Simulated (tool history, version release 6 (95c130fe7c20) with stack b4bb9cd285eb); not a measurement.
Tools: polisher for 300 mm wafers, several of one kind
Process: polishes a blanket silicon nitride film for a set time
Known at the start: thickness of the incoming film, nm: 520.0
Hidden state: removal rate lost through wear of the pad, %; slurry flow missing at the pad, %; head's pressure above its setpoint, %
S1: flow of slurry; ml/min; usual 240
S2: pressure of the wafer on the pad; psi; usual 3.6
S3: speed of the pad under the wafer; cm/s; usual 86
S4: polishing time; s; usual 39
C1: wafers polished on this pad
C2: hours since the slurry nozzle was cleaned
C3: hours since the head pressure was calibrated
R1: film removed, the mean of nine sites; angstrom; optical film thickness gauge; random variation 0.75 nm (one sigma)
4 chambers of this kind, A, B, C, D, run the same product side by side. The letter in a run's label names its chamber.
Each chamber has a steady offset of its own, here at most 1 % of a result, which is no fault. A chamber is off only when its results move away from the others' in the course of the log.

run	hour	S1	S2	S3	S4	C1	C2	C3	R1
# hour 2.2: chamber C: worn pad replaced by a new one
1B	7	240	3.6	86	39	914	118.1	354.3	557.83
# hour 12.6: chamber B: worn pad replaced by a new one
2C	16.6	240	3.6	86	39	208	84.1	298.5	541.93
3A	22.1	240	3.6	86	39	404	735.5	1062.2	515.61
# hour 26: chamber A: slurry nozzle cleaned
4D	30	240	3.6	86	39	738	332.7	254.3	530.84
# hour 33.3: chamber A: worn pad replaced by a new one
5B	34.5	240	3.6	86	39	318	145.6	381.8	532.89
# hour 37.7: chamber D: worn pad replaced by a new one
6A	42.5	240	3.6	86	39	133	16.5	1082.6	531.35
7C	47.2	240	3.6	86	39	651	114.7	329.1	518.92
8D	54.7	240	3.6	86	39	246	357.4	279	538.8
9A	60.2	240	3.6	86	39	389	34.2	1100.3	523.32
# hour 63.3: chamber D: head pressure recalibrated
10B	65.1	240	3.6	86	39	761	176.2	412.4	547.88
# hour 69.1: chamber A: worn pad replaced by a new one
# hour 69.5: chamber C: worn pad replaced by a new one
11C	72.4	240	3.6	86	39	42	139.9	354.3	539.69
# hour 78.9: chamber B: worn pad replaced by a new one
12D	80.9	240	3.6	86	39	626	383.6	17.7	589.86
13B	86.9	240	3.6	86	39	116	198	434.2	541.44
14C	94	240	3.6	86	39	355	161.5	375.9	541.02
15D	101.4	240	3.6	86	39	922	404.1	38.2	603.8
# hour 104.3: chamber A: worn pad replaced by a new one
16A	110.4	240	3.6	86	39	89	84.4	1150.5	533.96
# hour 110.7: chamber D: worn pad replaced by a new one
17A	117.2	240	3.6	86	39	187	91.2	1157.3	532.72
18B	124.4	240	3.6	86	39	659	235.5	471.7	529.27
19D	131.5	240	3.6	86	39	302	434.2	68.3	601.42
# hour 136: chamber B: worn pad replaced by a new one
# hour 137.5: chamber C: worn pad replaced by a new one
20C	139.9	240	3.6	86	39	35	207.4	421.8	534.51
# hour 141.2: chamber A: worn pad replaced by a new one
# hour 147.4: chamber B: slurry nozzle cleaned
21C	149.7	240	3.6	86	39	177	217.2	431.6	525.24
22D	157.2	240	2.6	86	39	674	459.9	94	438.68
23A	164.6	240	2.6	86	39	339	138.6	1204.7	386.73
# hour 170.5: chamber D: worn pad replaced by a new one
24B	173.6	240	2.6	86	39	545	26.2	520.9	389.63
25D	183.2	240	2.6	86	39	184	485.9	120	430.22

What goes on in this fleet: one chamber off, a drifting gauge, or nothing beyond the chambers' own small offsets? Name the chamber and the cause, if any.

A service left chamber D off against the others.
Cause: head's pressure above its setpoint, % = 11.8.

Here are 4 candidates for chamber D's next run, each the usual settings with a change, their results left as question marks. Which one brings its results back in line with what the others give on the usual settings?
In line means no further than this from the other chambers' mean on the usual settings: R1 26 angstrom
26D-1	190.6	240	3.6	86	38				?
26D-2	190.6	240	3.4	82	39				?
26D-3	190.6	240	3.6	86	40				?
26D-4	190.6	240	3.8	86	41				?

The other chambers' mean on the usual settings: R1 534.17 angstrom
run	R1
26D-1	583.63
26D-2	543.88
26D-3	614.35
26D-4	665.19
26D-2 brings the chamber back in line.
